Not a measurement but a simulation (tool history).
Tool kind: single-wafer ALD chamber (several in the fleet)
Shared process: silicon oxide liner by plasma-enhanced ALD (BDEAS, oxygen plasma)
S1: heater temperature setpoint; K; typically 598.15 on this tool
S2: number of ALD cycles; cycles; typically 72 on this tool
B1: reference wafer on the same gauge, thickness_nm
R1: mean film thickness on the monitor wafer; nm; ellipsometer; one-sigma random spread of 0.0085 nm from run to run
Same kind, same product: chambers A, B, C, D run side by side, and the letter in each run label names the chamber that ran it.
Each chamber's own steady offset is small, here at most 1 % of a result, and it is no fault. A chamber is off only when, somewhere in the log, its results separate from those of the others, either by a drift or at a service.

run	hour	S1	S2	B1	R1
1C	8.2	598.15	72	5.9079	6.5129
2D	14.6	598.15	72	5.9071	6.4382
3B	21.4	598.15	72	5.9090	6.4163
4A	33.3	598.15	72	5.9067	6.4267
5D	47.1	598.15	72	5.9040	6.4565
6A	56.3	598.15	72	5.9019	6.4319
7B	66.8	598.15	72	5.9020	6.4247
8C	76.3	598.15	72	5.9006	6.4858
9C	86.0	612.15	72	5.8996	6.3632
10B	94.0	612.15	72	5.8998	6.2610
11A	104.1	612.15	72	5.8969	6.2849
12D	113.0	612.15	72	5.8972	6.3363
13C	119.6	598.15	72	5.8966	6.5106
14B	125.6	598.15	72	5.8955	6.4110
15D	136.9	598.15	72	5.8955	6.4466
16A	150.4	598.15	72	5.8905	6.4062
17A	159.8	598.15	72	5.8901	6.4195
18C	173.3	612.15	81	5.8912	7.1356
19B	186.0	612.15	81	5.8884	7.0444
20D	197.0	612.15	81	5.8860	7.1138
21D	205.9	612.15	81	5.8854	7.0712
22B	217.7	598.15	72	5.8830	6.3956
23C	224.0	598.15	72	5.8859	6.4973
24A	235.1	589.15	58	5.8814	5.2224
25D	248.8	589.15	58	5.8820	5.2315
26B	261.1	589.15	58	5.8817	5.2109

For the next run the whole fleet of 4 chambers uses the same settings. Give each chamber's results:
27A	271.1	598.15	72		?
27B	271.1	598.15	72		?
27C	271.1	598.15	72		?
27D	271.1	598.15	72		?

run	R1
27A	6.3881
27B	6.3988
27C	6.4654
27D	6.4118
